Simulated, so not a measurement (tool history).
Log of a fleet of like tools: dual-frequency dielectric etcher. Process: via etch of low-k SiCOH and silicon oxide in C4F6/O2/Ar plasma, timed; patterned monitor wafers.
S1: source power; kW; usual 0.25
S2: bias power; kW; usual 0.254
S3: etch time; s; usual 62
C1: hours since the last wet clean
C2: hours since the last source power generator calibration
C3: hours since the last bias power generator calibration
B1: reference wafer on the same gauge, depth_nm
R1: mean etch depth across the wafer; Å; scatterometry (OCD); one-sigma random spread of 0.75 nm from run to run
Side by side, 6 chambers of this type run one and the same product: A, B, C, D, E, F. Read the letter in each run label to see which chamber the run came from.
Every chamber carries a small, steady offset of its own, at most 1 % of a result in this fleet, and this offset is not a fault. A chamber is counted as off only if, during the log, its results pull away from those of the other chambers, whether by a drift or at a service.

run	hour	S1	S2	S3	C1	C2	C3	B1	R1
# hour 6.5: chamber F: bias power generator calibrated
1A	10.5	0.25	0.254	62	383.6	4278.3	1600.5	191.1	1607.6
2D	17.5	0.25	0.254	62	147.6	119.4	2009.9	191.02	1610.3
3C	24.7	0.25	0.254	62	553.5	1263.7	3701.3	191	1641.2
4E	36.9	0.25	0.254	62	185	1412.3	381.2	190.95	1636.6
5B	44.4	0.25	0.254	62	252.4	62.3	2929.1	190.78	1607.5
# hour 48.9: chamber E: source power generator calibrated
6F	55.7	0.25	0.254	62	107.7	1401.6	49.2	190.77	1638.4
7B	63.9	0.25	0.254	62	271.9	81.8	2948.6	191.04	1609.4
8A	75.3	0.25	0.254	62	448.4	4343.1	1665.3	190.91	1615.9
9E	81.3	0.25	0.254	62	229.4	32.5	425.6	190.85	1629
# hour 85.4: chamber A: bias power generator calibrated
10D	90.9	0.21	0.254	69	221	192.8	2083.3	191.03	1692.4
11F	101.3	0.21	0.254	69	153.3	1447.2	94.8	191.28	1699.1
12C	110.5	0.21	0.254	69	639.3	1349.5	3787.1	191.27	1705
13C	118.9	0.21	0.254	69	647.7	1357.9	3795.5	191.03	1692.3
14D	130.3	0.21	0.254	69	260.4	232.2	2122.7	191.21	1703.9
15B	141.4	0.21	0.254	69	349.4	159.3	3026.1	190.9	1676.1
16E	150.3	0.25	0.254	62	298.4	101.5	494.6	190.9	1631
# hour 154.9: chamber A: wet clean of the chamber
17A	161.9	0.28	0.254	62	7	4429.7	76.5	191	1620.4
18F	169.6	0.28	0.254	62	221.6	1515.5	163.1	190.9	1703.6
# hour 177.8: chamber C: wet clean of the chamber
19E	179.9	0.28	0.254	62	328	131.1	524.2	190.97	1704.1
20A	188.6	0.28	0.254	62	33.7	4456.4	103.2	190.93	1637.7
# hour 189: chamber C: bias power generator calibrated
21F	195.1	0.28	0.254	62	247.1	1541	188.6	190.82	1719.9
22B	207.4	0.28	0.254	62	415.4	225.3	3092.1	191.09	1688.1
23D	213.1	0.27	0.254	73	343.2	315	2205.5	191.03	1958.3
24C	221.6	0.27	0.254	73	43.8	1460.6	32.7	191.09	1979.3
25E	228.8	0.27	0.254	73	376.9	180	573.1	191	1963.9
26F	234.9	0.27	0.254	73	286.9	1580.8	228.4	191.03	1982.9
27B	241	0.27	0.254	73	449	258.9	3125.7	191.05	1955.1
# hour 248: chamber B: wet clean of the chamber
28C	248.3	0.27	0.254	73	70.5	1487.3	59.4	191.02	1996.4
29A	259.3	0.25	0.254	62	104.4	4527.1	173.9	190.87	1569.8
30D	269.1	0.25	0.254	62	399.2	371	2261.5	191.03	1631.6
31C	278.8	0.25	0.228	77	101	1517.8	89.9	190.73	1967.3
32D	290.5	0.25	0.228	77	420.6	392.4	2282.9	190.96	1937.8
33A	300.7	0.25	0.228	77	145.8	4568.5	215.3	190.83	1861.5
34E	307.6	0.25	0.228	77	455.7	258.8	651.9	191.14	1938.7
35B	314.9	0.25	0.228	77	66.9	332.8	3199.6	190.87	1922.5
36F	327.2	0.25	0.228	77	379.2	1673.1	320.7	191.05	1949.4
37A	336.6	0.25	0.254	62	181.7	4604.4	251.2	190.95	1568
38B	349.4	0.25	0.254	62	101.4	367.3	3234.1	191.12	1622.2

Each of the 6 chambers runs these same settings next. Fill in every chamber's results:
39A	358.8	0.25	0.254	62					?
39B	358.8	0.25	0.254	62					?
39C	358.8	0.25	0.254	62					?
39D	358.8	0.25	0.254	62					?
39E	358.8	0.25	0.254	62					?
39F	358.8	0.25	0.254	62					?

run	R1
39A	1580.3
39B	1612.1
39C	1643.8
39D	1623.2
39E	1631.7
39F	1640.7
